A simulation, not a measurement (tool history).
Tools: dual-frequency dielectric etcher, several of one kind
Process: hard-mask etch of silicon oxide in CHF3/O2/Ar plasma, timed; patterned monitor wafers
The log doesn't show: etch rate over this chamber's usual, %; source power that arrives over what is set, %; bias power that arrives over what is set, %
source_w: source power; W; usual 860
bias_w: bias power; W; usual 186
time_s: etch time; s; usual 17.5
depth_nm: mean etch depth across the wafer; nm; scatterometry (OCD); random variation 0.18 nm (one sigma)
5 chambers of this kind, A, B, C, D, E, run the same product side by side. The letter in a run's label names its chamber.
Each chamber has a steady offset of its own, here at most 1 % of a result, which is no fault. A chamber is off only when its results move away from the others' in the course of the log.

run	hour	source_w	bias_w	time_s	hours since the last wet clean	hours since the last source power generator calibration	hours since the last bias power generator calibration	read-back reference wafer on the same gauge, depth_nm	depth_nm
1A	8.9	860	186	17.5	466.9	1821.5	3032.6	34.089	40.42
2B	15.4	860	186	17.5	571.3	2483	558.2	34.129	39.712
# hour 17.9: chamber D: wet clean of the chamber
3E	20.6	860	186	17.5	515.2	1174.1	627.5	34.09	39.917
4C	25.6	860	186	17.5	281	1017.9	677.3	34.13	40.653
5D	32.5	860	186	17.5	14.6	1937.7	1752.2	34.098	40.572
6C	38.5	860	186	17.5	293.9	1030.8	690.2	34.092	40.705
7A	43.3	860	186	17.5	501.3	1855.9	3067	34.11	40.398
# hour 43.4: chamber E: wet clean of the chamber
8B	50.4	710	186	17.5	606.3	2518	593.2	34.088	36.793
9E	58.4	710	186	17.5	15	1211.9	665.3	34.089	37.073
10D	68.4	710	186	17.5	50.5	1973.6	1788.1	34.092	37.453
# hour 75.8: chamber A: bias power generator calibrated
11E	77.3	710	186	17.5	33.9	1230.8	684.2	34.114	36.95
12C	88.3	710	186	17.5	343.7	1080.6	740	34.104	38.029
13A	95.6	860	186	17.5	553.6	1908.2	19.8	34.111	40.382
14B	104.8	860	186	17.5	660.7	2572.4	647.6	34.108	39.802
# hour 107.8: chamber A: wet clean of the chamber
15D	110.4	940	149	17.5	92.5	2015.6	1830.1	34.105	38.886
16B	119.1	940	149	17.5	675	2586.7	661.9	34.088	38.656
17A	124.3	940	149	17.5	16.6	1936.9	48.5	34.104	40.291
18C	134.1	940	149	17.5	389.5	1126.4	785.8	34.111	39.077
# hour 137.5: chamber B: wet clean of the chamber
19E	142.1	940	149	17.5	98.7	1295.6	749	34.105	38.65
20D	153.3	860	186	17.5	135.4	2058.5	1873	34.096	40.506
# hour 158.7: chamber C: wet clean of the chamber
21B	162.1	860	186	17.5	24.6	2629.7	704.9	34.069	39.819
22A	166.9	860	186	17.5	59.2	1979.5	91.1	34.113	41.628
23D	178.1	860	186	17.5	160.2	2083.3	1897.8	34.086	40.348
24E	187	860	186	17.5	143.6	1340.5	793.9	34.106	40.074
25C	195.6	860	186	17.5	36.9	1187.9	847.3	34.117	40.832
26A	202	860	186	17.5	94.3	2014.6	126.2	34.087	41.836
27D	210.5	860	186	17.5	192.6	2115.7	1930.2	34.126	40.433
28E	220.6	860	186	17.5	177.2	1374.1	827.5	34.088	40.071
29B	225.4	860	186	17.5	87.9	2693	768.2	34.088	39.927
30C	233.2	860	186	17.5	74.5	1225.5	884.9	34.104	40.484
31D	238.7	860	186	17.5	220.8	2143.9	1958.4	34.141	40.279
32B	248.9	860	186	17.5	111.4	2716.5	791.7	34.074	39.935
33E	256.3	860	186	17.5	212.9	1409.8	863.2	34.113	40.181
34A	265.6	860	186	17.5	157.9	2078.2	189.8	34.046	41.747
35C	271.9	710	186	17.5	113.2	1264.2	923.6	34.102	37.58
36C	281.5	710	186	17.5	122.8	1273.8	933.2	34.072	37.716
37D	286.8	710	186	17.5	268.9	2192	2006.5	34.104	37.571

All 5 chambers run these settings next. Forecast each chamber's results:
38A	294.9	720	186	17.5					?
38B	294.9	720	186	17.5					?
38C	294.9	720	186	17.5					?
38D	294.9	720	186	17.5					?
38E	294.9	720	186	17.5					?

run	depth_nm
38A	38.895
38B	37.277
38C	37.958
38D	37.765
38E	37.44
